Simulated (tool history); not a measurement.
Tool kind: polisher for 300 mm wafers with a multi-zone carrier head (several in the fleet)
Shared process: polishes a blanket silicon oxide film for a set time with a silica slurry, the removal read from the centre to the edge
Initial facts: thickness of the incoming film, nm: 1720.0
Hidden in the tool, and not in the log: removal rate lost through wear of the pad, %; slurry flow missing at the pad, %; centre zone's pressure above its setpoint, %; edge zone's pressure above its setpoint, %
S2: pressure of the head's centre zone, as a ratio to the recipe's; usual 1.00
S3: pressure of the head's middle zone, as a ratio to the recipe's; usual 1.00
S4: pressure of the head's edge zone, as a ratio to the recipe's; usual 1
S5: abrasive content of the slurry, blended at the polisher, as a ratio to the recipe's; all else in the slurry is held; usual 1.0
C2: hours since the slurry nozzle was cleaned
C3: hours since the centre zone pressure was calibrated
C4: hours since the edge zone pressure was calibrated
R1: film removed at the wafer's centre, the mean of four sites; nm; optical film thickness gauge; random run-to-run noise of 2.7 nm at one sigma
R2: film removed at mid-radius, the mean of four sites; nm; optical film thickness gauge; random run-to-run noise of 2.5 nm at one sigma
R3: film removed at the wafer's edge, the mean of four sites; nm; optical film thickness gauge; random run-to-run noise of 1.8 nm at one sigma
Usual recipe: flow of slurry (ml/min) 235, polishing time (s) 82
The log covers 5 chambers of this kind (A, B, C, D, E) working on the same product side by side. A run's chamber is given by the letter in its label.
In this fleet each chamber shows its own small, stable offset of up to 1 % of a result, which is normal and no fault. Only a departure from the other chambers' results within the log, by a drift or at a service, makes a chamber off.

{"hour": 0.3, "done": "chamber D: worn pad replaced by a new one"}
{"run": "1B", "hour": 8.1, "flow of slurry (ml/min)": 235, "S2": 1.0, "S3": 1.0, "S4": 1, "S5": 1.0, "polishing time (s)": 82, "wafers polished on this pad": 789, "C2": 201.3, "C3": 144.8, "C4": 652.6, "R1": 191.78, "R2": 189.24, "R3": 194.07}
{"hour": 13.5, "done": "chamber C: worn pad replaced by a new one"}
{"run": "2E", "hour": 20.7, "flow of slurry (ml/min)": 235, "S2": 1.0, "S3": 1.0, "S4": 1, "S5": 1.0, "polishing time (s)": 82, "wafers polished on this pad": 924, "C2": 68.2, "C3": 122.7, "C4": 312.6, "R1": 196.39, "R2": 188.79, "R3": 194.93}
{"run": "3A", "hour": 27.5, "flow of slurry (ml/min)": 235, "S2": 1.0, "S3": 1.0, "S4": 1, "S5": 1.0, "polishing time (s)": 82, "wafers polished on this pad": 983, "C2": 180.7, "C3": 274.3, "C4": 1050.3, "R1": 190.95, "R2": 192.7, "R3": 192.74}
{"hour": 32.0, "done": "chamber C: slurry nozzle cleaned"}
{"hour": 36.5, "done": "chamber B: worn pad replaced by a new one"}
{"run": "4D", "hour": 38.5, "flow of slurry (ml/min)": 235, "S2": 1.0, "S3": 1.0, "S4": 1, "S5": 1.0, "polishing time (s)": 82, "wafers polished on this pad": 370, "C2": 435.0, "C3": 1039.6, "C4": 112.3, "R1": 186.62, "R2": 193.81, "R3": 194.72}
{"hour": 40.2, "done": "chamber A: edge zone pressure recalibrated"}
{"run": "5C", "hour": 52.0, "flow of slurry (ml/min)": 235, "S2": 0.95, "S3": 1.04, "S4": 1, "S5": 1.0, "polishing time (s)": 82, "wafers polished on this pad": 373, "C2": 20.1, "C3": 379.1, "C4": 425.3, "R1": 177.82, "R2": 195.68, "R3": 193.41}
{"run": "6B", "hour": 61.5, "flow of slurry (ml/min)": 235, "S2": 0.95, "S3": 1.04, "S4": 1, "S5": 1.0, "polishing time (s)": 82, "wafers polished on this pad": 242, "C2": 254.7, "C3": 198.2, "C4": 706.0, "R1": 180.23, "R2": 199.58, "R3": 195.42}
{"run": "7D", "hour": 68.5, "flow of slurry (ml/min)": 235, "S2": 0.95, "S3": 1.04, "S4": 1, "S5": 1.0, "polishing time (s)": 82, "wafers polished on this pad": 661, "C2": 465.0, "C3": 1069.6, "C4": 142.3, "R1": 179.45, "R2": 200.5, "R3": 189.74}
{"hour": 68.8, "done": "chamber A: worn pad replaced by a new one"}
{"run": "8C", "hour": 75.5, "flow of slurry (ml/min)": 235, "S2": 0.95, "S3": 1.04, "S4": 1, "S5": 1.0, "polishing time (s)": 82, "wafers polished on this pad": 600, "C2": 43.6, "C3": 402.6, "C4": 448.8, "R1": 184.37, "R2": 198.92, "R3": 194.17}
{"run": "9A", "hour": 84.3, "flow of slurry (ml/min)": 235, "S2": 0.95, "S3": 1.04, "S4": 1, "S5": 1.0, "polishing time (s)": 82, "wafers polished on this pad": 150, "C2": 237.5, "C3": 331.1, "C4": 44.2, "R1": 184.11, "R2": 198.38, "R3": 195.38}
{"run": "10E", "hour": 94.9, "flow of slurry (ml/min)": 235, "S2": 1.0, "S3": 1.0, "S4": 1, "S5": 1.0, "polishing time (s)": 82, "wafers polished on this pad": 1642, "C2": 142.4, "C3": 196.9, "C4": 386.8, "R1": 191.01, "R2": 192.18, "R3": 195.06}
{"run": "11E", "hour": 104.4, "flow of slurry (ml/min)": 190, "S2": 0.93, "S3": 1.0, "S4": 1, "S5": 1.0, "polishing time (s)": 82, "wafers polished on this pad": 1734, "C2": 151.9, "C3": 206.4, "C4": 396.3, "R1": 170.88, "R2": 185.32, "R3": 190.54}
{"hour": 111.1, "done": "chamber D: worn pad replaced by a new one"}
{"run": "12D", "hour": 117.7, "flow of slurry (ml/min)": 190, "S2": 0.93, "S3": 1.0, "S4": 1, "S5": 1.0, "polishing time (s)": 82, "wafers polished on this pad": 64, "C2": 514.2, "C3": 1118.8, "C4": 191.5, "R1": 172.87, "R2": 183.81, "R3": 189.4}
{"run": "13B", "hour": 129.5, "flow of slurry (ml/min)": 190, "S2": 0.93, "S3": 1.0, "S4": 1, "S5": 1.0, "polishing time (s)": 82, "wafers polished on this pad": 900, "C2": 322.7, "C3": 266.2, "C4": 774.0, "R1": 171.15, "R2": 191.03, "R3": 188.8}
{"run": "14C", "hour": 138.9, "flow of slurry (ml/min)": 190, "S2": 0.93, "S3": 1.0, "S4": 1, "S5": 1.0, "polishing time (s)": 82, "wafers polished on this pad": 1214, "C2": 107.0, "C3": 466.0, "C4": 512.2, "R1": 173.14, "R2": 185.21, "R3": 188.67}
{"hour": 139.5, "done": "chamber A: centre zone pressure recalibrated"}
{"hour": 144.4, "done": "chamber B: worn pad replaced by a new one"}
{"hour": 145.7, "done": "chamber C: worn pad replaced by a new one"}
{"run": "15A", "hour": 151.0, "flow of slurry (ml/min)": 190, "S2": 0.93, "S3": 1.0, "S4": 1, "S5": 1.0, "polishing time (s)": 82, "wafers polished on this pad": 796, "C2": 304.2, "C3": 11.6, "C4": 110.9, "R1": 173.93, "R2": 190.66, "R3": 190.75}
{"hour": 153.7, "done": "chamber E: edge zone pressure recalibrated"}
{"hour": 157.6, "done": "chamber D: centre zone pressure recalibrated"}
{"run": "16E", "hour": 162.7, "flow of slurry (ml/min)": 235, "S2": 1.0, "S3": 1.0, "S4": 1, "S5": 1.0, "polishing time (s)": 82, "wafers polished on this pad": 2299, "C2": 210.2, "C3": 264.7, "C4": 9.0, "R1": 193.27, "R2": 192.66, "R3": 191.97}
{"hour": 167.9, "done": "chamber C: edge zone pressure recalibrated"}
{"run": "17D", "hour": 175.8, "flow of slurry (ml/min)": 235, "S2": 1.0, "S3": 1.0, "S4": 1, "S5": 1.0, "polishing time (s)": 82, "wafers polished on this pad": 626, "C2": 572.3, "C3": 18.2, "C4": 249.6, "R1": 191.09, "R2": 191.88, "R3": 191.63}
{"run": "18C", "hour": 184.3, "flow of slurry (ml/min)": 235, "S2": 1.0, "S3": 1.0, "S4": 1, "S5": 1.0, "polishing time (s)": 82, "wafers polished on this pad": 374, "C2": 152.4, "C3": 511.4, "C4": 16.4, "R1": 195.5, "R2": 194.61, "R3": 192.57}
{"hour": 195.7, "done": "chamber D: worn pad replaced by a new one"}
{"run": "19A", "hour": 196.1, "flow of slurry (ml/min)": 235, "S2": 1.0, "S3": 1.0, "S4": 1, "S5": 1.0, "polishing time (s)": 82, "wafers polished on this pad": 1232, "C2": 349.3, "C3": 56.7, "C4": 156.0, "R1": 194.87, "R2": 195.44, "R3": 191.93}
{"run": "20B", "hour": 207.8, "flow of slurry (ml/min)": 235, "S2": 1.0, "S3": 1.0, "S4": 1, "S5": 1.0, "polishing time (s)": 82, "wafers polished on this pad": 614, "C2": 401.0, "C3": 344.5, "C4": 852.3, "R1": 190.75, "R2": 188.8, "R3": 192.62}
{"hour": 208.0, "done": "chamber A: worn pad replaced by a new one"}
{"run": "21C", "hour": 217.6, "flow of slurry (ml/min)": 235, "S2": 1.0, "S3": 1.0, "S4": 1, "S5": 1.0, "polishing time (s)": 82, "wafers polished on this pad": 696, "C2": 185.7, "C3": 544.7, "C4": 49.7, "R1": 191.49, "R2": 193.58, "R3": 195.93}
{"run": "22B", "hour": 225.6, "flow of slurry (ml/min)": 235, "S2": 1.0, "S3": 1.0, "S4": 1, "S5": 1.0, "polishing time (s)": 82, "wafers polished on this pad": 786, "C2": 418.8, "C3": 362.3, "C4": 870.1, "R1": 199.32, "R2": 192.17, "R3": 193.4}
{"hour": 230.2, "done": "chamber D: slurry nozzle cleaned"}
{"run": "23D", "hour": 238.8, "flow of slurry (ml/min)": 235, "S2": 1.0, "S3": 1.0, "S4": 1, "S5": 1.0, "polishing time (s)": 82, "wafers polished on this pad": 417, "C2": 8.7, "C3": 81.2, "C4": 312.6, "R1": 194.58, "R2": 194.27, "R3": 190.84}
{"run": "24E", "hour": 251.2, "flow of slurry (ml/min)": 235, "S2": 1.0, "S3": 1.0, "S4": 1, "S5": 1.0, "polishing time (s)": 82, "wafers polished on this pad": 3155, "C2": 298.7, "C3": 353.2, "C4": 97.5, "R1": 187.13, "R2": 192.68, "R3": 185.63}
{"hour": 252.6, "done": "chamber B: edge zone pressure recalibrated"}
{"run": "25A", "hour": 265.6, "flow of slurry (ml/min)": 235, "S2": 1.0, "S3": 1.0, "S4": 1, "S5": 1.0, "polishing time (s)": 82, "wafers polished on this pad": 557, "C2": 418.8, "C3": 126.2, "C4": 225.5, "R1": 194.47, "R2": 194.05, "R3": 192.76}
{"hour": 270.2, "done": "chamber B: worn pad replaced by a new one"}
{"run": "26E", "hour": 275.3, "flow of slurry (ml/min)": 235, "S2": 1.0, "S3": 1.0, "S4": 1, "S5": 1.0, "polishing time (s)": 82, "wafers polished on this pad": 3388, "C2": 322.8, "C3": 377.3, "C4": 121.6, "R1": 185.33, "R2": 188.87, "R3": 186.55}
{"run": "27A", "hour": 286.0, "flow of slurry (ml/min)": 235, "S2": 1.0, "S3": 1.0, "S4": 1, "S5": 1.0, "polishing time (s)": 82, "wafers polished on this pad": 755, "C2": 439.2, "C3": 146.6, "C4": 245.9, "R1": 188.42, "R2": 193.22, "R3": 193.75}
{"hour": 299.1, "done": "chamber C: worn pad replaced by a new one"}
{"run": "28D", "hour": 300.5, "flow of slurry (ml/min)": 235, "S2": 1.0, "S3": 1.0, "S4": 1, "S5": 1.0, "polishing time (s)": 82, "wafers polished on this pad": 1015, "C2": 70.4, "C3": 142.9, "C4": 374.3, "R1": 191.45, "R2": 192.13, "R3": 191.29}
{"hour": 301.4, "done": "chamber D: worn pad replaced by a new one"}
{"run": "29B", "hour": 310.8, "flow of slurry (ml/min)": 235, "S2": 1.0, "S3": 1.0, "S4": 1, "S5": 1.0, "polishing time (s)": 82, "wafers polished on this pad": 393, "C2": 504.0, "C3": 447.5, "C4": 58.3, "R1": 192.86, "R2": 189.52, "R3": 195.47}
{"run": "30C", "hour": 323.0, "flow of slurry (ml/min)": 235, "S2": 1.0, "S3": 1.0, "S4": 1, "S5": 1.0, "polishing time (s)": 65, "wafers polished on this pad": 231, "C2": 291.1, "C3": 650.1, "C4": 155.1, "R1": 148.58, "R2": 155.04, "R3": 152.01}
{"run": "31D", "hour": 332.2, "flow of slurry (ml/min)": 235, "S2": 1.0, "S3": 1.0, "S4": 1, "S5": 1.0, "polishing time (s)": 65, "wafers polished on this pad": 298, "C2": 102.1, "C3": 174.6, "C4": 406.0, "R1": 154.28, "R2": 153.05, "R3": 150.83}
{"run": "32B", "hour": 344.4, "flow of slurry (ml/min)": 235, "S2": 1.0, "S3": 1.0, "S4": 1, "S5": 1.0, "polishing time (s)": 65, "wafers polished on this pad": 718, "C2": 537.6, "C3": 481.1, "C4": 91.9, "R1": 154.55, "R2": 149.69, "R3": 152.66}
{"run": "33A", "hour": 354.8, "flow of slurry (ml/min)": 235, "S2": 1.0, "S3": 1.0, "S4": 1, "S5": 1.0, "polishing time (s)": 65, "wafers polished on this pad": 1421, "C2": 508.0, "C3": 215.4, "C4": 314.7, "R1": 153.67, "R2": 152.75, "R3": 152.24}
{"run": "34E", "hour": 362.2, "flow of slurry (ml/min)": 235, "S2": 1.0, "S3": 1.0, "S4": 1, "S5": 1.0, "polishing time (s)": 65, "wafers polished on this pad": 4230, "C2": 409.7, "C3": 464.2, "C4": 208.5, "R1": 145.56, "R2": 146.05, "R3": 143.95}
{"hour": 363.0, "done": "chamber C: centre zone pressure recalibrated"}
{"run": "35C", "hour": 372.3, "flow of slurry (ml/min)": 235, "S2": 1.0, "S3": 1.0, "S4": 1, "S5": 1.0, "polishing time (s)": 82, "wafers polished on this pad": 708, "C2": 340.4, "C3": 9.4, "C4": 204.4, "R1": 193.86, "R2": 197.37, "R3": 195.2}
{"hour": 377.3, "done": "chamber A: worn pad replaced by a new one"}
{"run": "36A", "hour": 383.8, "flow of slurry (ml/min)": 235, "S2": 1.0, "S3": 1.0, "S4": 1, "S5": 1.0, "polishing time (s)": 82, "wafers polished on this pad": 63, "C2": 537.0, "C3": 244.4, "C4": 343.7, "R1": 187.05, "R2": 192.56, "R3": 195.93}
{"hour": 390.2, "done": "chamber B: worn pad replaced by a new one"}
{"run": "37C", "hour": 392.0, "flow of slurry (ml/min)": 235, "S2": 1.0, "S3": 1.0, "S4": 1, "S5": 1.0, "polishing time (s)": 82, "wafers polished on this pad": 899, "C2": 360.1, "C3": 29.1, "C4": 224.1, "R1": 193.07, "R2": 196.65, "R3": 193.12}
{"run": "38D", "hour": 406.0, "flow of slurry (ml/min)": 235, "S2": 1.0, "S3": 1.0, "S4": 1, "S5": 1.0, "polishing time (s)": 82, "wafers polished on this pad": 1013, "C2": 175.9, "C3": 248.4, "C4": 479.8, "R1": 190.52, "R2": 190.05, "R3": 190.12}
{"run": "39B", "hour": 413.8, "flow of slurry (ml/min)": 235, "S2": 1.0, "S3": 1.0, "S4": 1, "S5": 1.0, "polishing time (s)": 82, "wafers polished on this pad": 228, "C2": 607.0, "C3": 550.5, "C4": 161.3, "R1": 194.18, "R2": 191.55, "R3": 195.03}
{"run": "40E", "hour": 420.3, "flow of slurry (ml/min)": 235, "S2": 1.0, "S3": 1.0, "S4": 1, "S5": 1.0, "polishing time (s)": 82, "wafers polished on this pad": 4792, "C2": 467.8, "C3": 522.3, "C4": 266.6, "R1": 178.88, "R2": 178.02, "R3": 179.0}
{"run": "41C", "hour": 430.8, "flow of slurry (ml/min)": 235, "S2": 1.0, "S3": 1.0, "S4": 1, "S5": 0.9, "polishing time (s)": 82, "wafers polished on this pad": 1274, "C2": 398.9, "C3": 67.9, "C4": 262.9, "R1": 179.33, "R2": 182.69, "R3": 184.43}

For the next run the whole fleet of 5 chambers uses the same settings. Give each chamber's results:
{"run": "42A", "hour": 441.2, "flow of slurry (ml/min)": 180, "S2": 1.0, "S3": 1.0, "S4": 1, "S5": 1.0, "polishing time (s)": 82, "R1": "?", "R2": "?", "R3": "?"}
{"run": "42B", "hour": 441.2, "flow of slurry (ml/min)": 180, "S2": 1.0, "S3": 1.0, "S4": 1, "S5": 1.0, "polishing time (s)": 82, "R1": "?", "R2": "?", "R3": "?"}
{"run": "42C", "hour": 441.2, "flow of slurry (ml/min)": 180, "S2": 1.0, "S3": 1.0, "S4": 1, "S5": 1.0, "polishing time (s)": 82, "R1": "?", "R2": "?", "R3": "?"}
{"run": "42D", "hour": 441.2, "flow of slurry (ml/min)": 180, "S2": 1.0, "S3": 1.0, "S4": 1, "S5": 1.0, "polishing time (s)": 82, "R1": "?", "R2": "?", "R3": "?"}
{"run": "42E", "hour": 441.2, "flow of slurry (ml/min)": 180, "S2": 1.0, "S3": 1.0, "S4": 1, "S5": 1.0, "polishing time (s)": 82, "R1": "?", "R2": "?", "R3": "?"}

run=42A R1=186.24 R2=186.40 R3=187.63
run=42B R1=185.87 R2=186.77 R3=189.33
run=42C R1=179.58 R2=184.25 R3=186.62
run=42D R1=185.52 R2=186.55 R3=181.36
run=42E R1=171.08 R2=174.81 R3=174.58
